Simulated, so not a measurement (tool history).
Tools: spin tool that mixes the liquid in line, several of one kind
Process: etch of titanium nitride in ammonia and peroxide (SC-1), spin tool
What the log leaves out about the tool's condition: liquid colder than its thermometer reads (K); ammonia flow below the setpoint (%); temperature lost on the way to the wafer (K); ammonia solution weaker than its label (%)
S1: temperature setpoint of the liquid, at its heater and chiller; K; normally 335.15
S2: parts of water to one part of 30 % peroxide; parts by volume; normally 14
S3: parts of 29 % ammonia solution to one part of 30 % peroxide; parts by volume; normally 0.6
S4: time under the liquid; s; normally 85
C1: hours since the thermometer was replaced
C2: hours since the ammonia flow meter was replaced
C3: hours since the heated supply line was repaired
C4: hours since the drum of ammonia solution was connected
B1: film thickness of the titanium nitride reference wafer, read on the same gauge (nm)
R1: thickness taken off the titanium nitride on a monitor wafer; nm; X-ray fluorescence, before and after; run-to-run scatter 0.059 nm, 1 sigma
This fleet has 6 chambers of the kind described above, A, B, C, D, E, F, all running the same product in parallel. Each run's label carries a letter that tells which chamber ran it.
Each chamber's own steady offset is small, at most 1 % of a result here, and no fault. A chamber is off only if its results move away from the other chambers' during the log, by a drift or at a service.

| run | day | S1 | S2 | S3 | S4 | C1 | C2 | C3 | C4 | B1 | R1 |
|---|---|---|---|---|---|---|---|---|---|---|---|
| 1A | 0.471 | 335.15 | 14 | 0.6 | 85 | 373.9 | 774.3 | 1156.1 | 739.9 | 50.009 | 8.9567 |
| 2D | 0.838 | 335.15 | 14 | 0.6 | 85 | 589.6 | 434.1 | 659.2 | 714.2 | 49.967 | 8.8368 |
| 3F | 1.171 | 335.15 | 14 | 0.6 | 85 | 1316.9 | 111 | 707.1 | 357 | 49.985 | 9.0218 |
| 4B | 1.454 | 335.15 | 14 | 0.6 | 85 | 307.9 | 753.8 | 2893.4 | 50.9 | 49.979 | 8.886 |
| 5C | 1.817 | 335.15 | 10.5 | 0.6 | 85 | 2051.8 | 167.9 | 1177.1 | 638.4 | 49.997 | 10.411 |
| 6E | 2.083 | 335.15 | 10.5 | 0.6 | 85 | 1676.4 | 865.9 | 709.2 | 194 | 50.01 | 10.355 |
| 7A | 2.542 | 335.15 | 10.5 | 0.6 | 85 | 423.6 | 824 | 1205.8 | 789.6 | 49.999 | 10.404 |
| 8B | 2.871 | 335.15 | 10.5 | 0.6 | 85 | 341.9 | 787.8 | 2927.4 | 84.9 | 49.988 | 10.39 |
|  | 3.025 | chamber D: new drum of ammonia solution connected |
|  | 3.117 | chamber E: ammonia flow meter replaced |
| 9E | 3.254 | 335.15 | 10.5 | 0.6 | 85 | 1704.5 | 3.4 | 737.3 | 222.1 | 50.018 | 10.406 |
| 10D | 3.508 | 335.15 | 10.5 | 0.6 | 85 | 653.7 | 498.2 | 723.3 | 11.7 | 49.979 | 10.293 |
| 11F | 3.783 | 335.15 | 14 | 0.6 | 85 | 1379.6 | 173.7 | 769.8 | 419.7 | 49.976 | 8.9744 |
|  | 4.079 | chamber F: new drum of ammonia solution connected |
| 12C | 4.167 | 335.15 | 14 | 0.6 | 85 | 2108.2 | 224.3 | 1233.5 | 694.8 | 49.992 | 8.8909 |
|  | 4.212 | chamber A: new drum of ammonia solution connected |
| 13B | 4.4 | 335.15 | 14 | 0.6 | 85 | 378.6 | 824.5 | 2964.1 | 121.6 | 50.017 | 8.7951 |
| 14E | 4.875 | 335.15 | 14 | 0.6 | 85 | 1743.4 | 42.3 | 776.2 | 261 | 49.979 | 8.9738 |
|  | 5.042 | chamber C: new drum of ammonia solution connected |
| 15A | 5.142 | 335.15 | 14 | 0.6 | 85 | 486 | 886.4 | 1268.2 | 22.4 | 50.004 | 8.7068 |
| 16F | 5.612 | 329.65 | 19.5 | 0.6 | 85 | 1423.5 | 217.6 | 813.7 | 36.9 | 50.001 | 5.1762 |
| 17D | 5.9 | 329.65 | 19.5 | 0.6 | 85 | 711.1 | 555.6 | 780.7 | 69.1 | 50.017 | 5.1348 |
| 18C | 6.258 | 329.65 | 19.5 | 0.6 | 85 | 2158.4 | 274.5 | 1283.7 | 29.3 | 50.021 | 5.2715 |
| 19E | 6.55 | 329.65 | 19.5 | 0.6 | 85 | 1783.6 | 82.5 | 816.4 | 301.2 | 50.01 | 5.1335 |
|  | 6.692 | chamber C: thermometer replaced |
| 20A | 6.871 | 329.65 | 19.5 | 0.6 | 85 | 527.5 | 927.9 | 1309.7 | 63.9 | 49.993 | 5.0035 |
| 21B | 7.304 | 329.65 | 19.5 | 0.6 | 85 | 448.3 | 894.2 | 3033.8 | 191.3 | 50.024 | 5.1221 |
| 22C | 7.633 | 335.15 | 14 | 0.6 | 85 | 22.6 | 307.5 | 1316.7 | 62.3 | 49.988 | 8.985 |
| 23F | 7.917 | 335.15 | 14 | 0.6 | 85 | 1478.8 | 272.9 | 869 | 92.2 | 50.013 | 8.9415 |
| 24D | 8.358 | 335.15 | 14 | 0.6 | 85 | 770.1 | 614.6 | 839.7 | 128.1 | 50.015 | 8.9395 |
| 25D | 8.583 | 335.15 | 14 | 0.6 | 85 | 775.5 | 620 | 845.1 | 133.5 | 49.994 | 8.9184 |
| 26F | 8.796 | 335.15 | 14 | 0.6 | 85 | 1499.9 | 294 | 890.1 | 113.3 | 49.99 | 8.9725 |
| 27C | 9.204 | 335.15 | 14 | 0.6 | 85 | 60.3 | 345.2 | 1354.4 | 100 | 50.003 | 8.9489 |
| 28B | 9.512 | 335.15 | 14 | 0.6 | 85 | 501.3 | 947.2 | 3086.8 | 244.3 | 50.005 | 8.9216 |
| 29E | 9.954 | 335.15 | 14 | 0.6 | 85 | 1865.3 | 164.2 | 898.1 | 382.9 | 50.007 | 8.9053 |
| 30A | 10.192 | 335.15 | 14 | 0.6 | 85 | 607.2 | 1007.6 | 1389.4 | 143.6 | 50.019 | 8.5085 |
| 31F | 10.667 | 335.15 | 14 | 0.6 | 85 | 1544.8 | 338.9 | 935 | 158.2 | 49.979 | 8.9853 |
| 32A | 10.904 | 335.15 | 14 | 0.6 | 45 | 624.3 | 1024.7 | 1406.5 | 160.7 | 49.991 | 4.4656 |
| 33E | 11.262 | 335.15 | 14 | 0.6 | 45 | 1896.7 | 195.6 | 929.5 | 414.3 | 49.975 | 4.7358 |
| 34D | 11.729 | 335.15 | 14 | 0.6 | 45 | 851 | 695.5 | 920.6 | 209 | 49.988 | 4.6763 |
| 35C | 12.088 | 335.15 | 14 | 0.6 | 45 | 129.5 | 414.4 | 1423.6 | 169.2 | 50.035 | 4.7426 |
| 36B | 12.45 | 335.15 | 14 | 0.6 | 45 | 571.8 | 1017.7 | 3157.3 | 314.8 | 49.991 | 4.6687 |
| 37E | 12.712 | 335.15 | 14 | 0.6 | 45 | 1931.5 | 230.4 | 964.3 | 449.1 | 50.022 | 4.7425 |
|  | 12.771 | chamber B: ammonia flow meter replaced |
| 38F | 13.088 | 335.15 | 14 | 0.6 | 85 | 1602.9 | 397 | 993.1 | 216.3 | 49.999 | 8.9265 |
| 39D | 13.412 | 335.15 | 14 | 0.6 | 85 | 891.4 | 735.9 | 961 | 249.4 | 49.996 | 8.8893 |
| 40B | 13.708 | 329.15 | 14 | 0.6 | 60 | 602 | 22.6 | 3187.5 | 345 | 50.017 | 4.2165 |
| 41A | 13.975 | 329.15 | 14 | 0.6 | 60 | 698 | 1098.4 | 1480.2 | 234.4 | 50.003 | 3.9455 |
| 42C | 14.221 | 329.15 | 14 | 0.6 | 60 | 180.7 | 465.6 | 1474.8 | 220.4 | 50.013 | 4.2696 |
| 43A | 14.65 | 329.15 | 14 | 0.6 | 60 | 714.2 | 1114.6 | 1496.4 | 250.6 | 50.031 | 3.9072 |

Next, every chamber runs the same settings. What will each give?
| 44A | 14.992 | 332.15 | 14 | 0.6 | 85 |  |  |  |  |  | ? |
| 44B | 14.992 | 332.15 | 14 | 0.6 | 85 |  |  |  |  |  | ? |
| 44C | 14.992 | 332.15 | 14 | 0.6 | 85 |  |  |  |  |  | ? |
| 44D | 14.992 | 332.15 | 14 | 0.6 | 85 |  |  |  |  |  | ? |
| 44E | 14.992 | 332.15 | 14 | 0.6 | 85 |  |  |  |  |  | ? |
| 44F | 14.992 | 332.15 | 14 | 0.6 | 85 |  |  |  |  |  | ? |

| run | R1 |
|---|---|
| 44A | 6.7789 |
| 44B | 7.3258 |
| 44C | 7.3251 |
| 44D | 7.2833 |
| 44E | 7.3901 |
| 44F | 7.4262 |

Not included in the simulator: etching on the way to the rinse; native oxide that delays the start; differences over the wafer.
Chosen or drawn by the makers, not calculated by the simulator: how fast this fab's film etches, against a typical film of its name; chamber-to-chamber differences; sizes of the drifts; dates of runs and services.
